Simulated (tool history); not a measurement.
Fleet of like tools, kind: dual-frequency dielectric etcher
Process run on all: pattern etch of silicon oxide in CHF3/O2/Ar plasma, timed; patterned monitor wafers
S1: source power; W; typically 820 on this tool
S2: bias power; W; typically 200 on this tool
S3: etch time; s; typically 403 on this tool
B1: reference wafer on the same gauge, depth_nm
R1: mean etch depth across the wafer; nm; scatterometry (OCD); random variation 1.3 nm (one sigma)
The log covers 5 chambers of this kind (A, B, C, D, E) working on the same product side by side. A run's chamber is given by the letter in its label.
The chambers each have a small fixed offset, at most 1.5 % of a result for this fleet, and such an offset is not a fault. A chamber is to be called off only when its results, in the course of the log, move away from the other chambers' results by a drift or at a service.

| run | hour | S1 | S2 | S3 | B1 | R1 |
|---|---|---|---|---|---|---|
| 1D | 9.7 | 820 | 200 | 403 | 846.94 | 933.7 |
|  | 11.7 | chamber C: wet clean of the chamber |
| 2B | 16 | 820 | 200 | 403 | 846.92 | 930.45 |
| 3E | 23.9 | 820 | 200 | 403 | 846.29 | 927.85 |
| 4C | 31.1 | 820 | 200 | 403 | 846.34 | 930.41 |
| 5A | 36.8 | 930 | 171 | 403 | 846.51 | 916.78 |
| 6C | 42.4 | 930 | 171 | 403 | 846.52 | 924.13 |
| 7D | 53 | 930 | 171 | 403 | 846.08 | 927.09 |
| 8B | 62.2 | 930 | 171 | 403 | 846.02 | 923.46 |
| 9A | 70.6 | 930 | 171 | 403 | 845.54 | 913.39 |
| 10E | 77.2 | 820 | 200 | 403 | 845.8 | 925.88 |
| 11E | 83.2 | 820 | 200 | 403 | 845.7 | 926.15 |
| 12A | 90 | 820 | 200 | 403 | 845.05 | 914.37 |
|  | 95.4 | chamber A: wet clean of the chamber |
| 13B | 96.2 | 820 | 200 | 403 | 845.36 | 928.57 |
|  | 98.6 | chamber D: wet clean of the chamber |
| 14C | 101.5 | 820 | 200 | 403 | 844.8 | 928.77 |
| 15D | 110.3 | 820 | 200 | 403 | 844.78 | 929.57 |
| 16C | 119.6 | 820 | 200 | 403 | 844.8 | 926.55 |
| 17A | 124.9 | 820 | 200 | 403 | 845.13 | 915.26 |
| 18B | 132.4 | 820 | 200 | 403 | 844.12 | 926.42 |
| 19E | 142.2 | 820 | 200 | 403 | 844.33 | 928.2 |
| 20D | 147.9 | 820 | 200 | 503 | 844.15 | 1157.4 |
| 21D | 156.8 | 820 | 200 | 503 | 843.91 | 1158.2 |
| 22C | 161.9 | 820 | 200 | 503 | 843.94 | 1159.8 |
| 23B | 168 | 820 | 200 | 503 | 844.02 | 1157.2 |
| 24E | 172.7 | 820 | 200 | 503 | 843.92 | 1154.1 |
| 25A | 180.8 | 820 | 200 | 403 | 843.78 | 914.41 |
| 26B | 189.6 | 820 | 200 | 403 | 843.44 | 928.09 |
| 27A | 197.8 | 700 | 200 | 344.5 | 843.39 | 736.29 |
| 28C | 205.2 | 700 | 200 | 344.5 | 843.29 | 744.87 |
| 29E | 214.9 | 700 | 200 | 344.5 | 842.96 | 743.77 |
| 30D | 219.8 | 700 | 200 | 344.5 | 843.34 | 746.57 |
|  | 221.9 | chamber E: wet clean of the chamber |
| 31B | 227.8 | 700 | 200 | 344.5 | 842.68 | 746.5 |
| 32D | 233.5 | 820 | 200 | 403 | 842.76 | 928.3 |
| 33A | 240.1 | 820 | 200 | 403 | 842.14 | 914.18 |
| 34E | 249.7 | 820 | 200 | 403 | 841.9 | 926.44 |

Is one chamber off against the others, does the gauge drift, or is nothing wrong? If a chamber is off, say which, and what the likeliest cause is.

Every chamber seems to shift together because the gauge that measures them all drifts; the chambers themselves are fine.
Likeliest cause: gauge reads low (%) = 0.57.
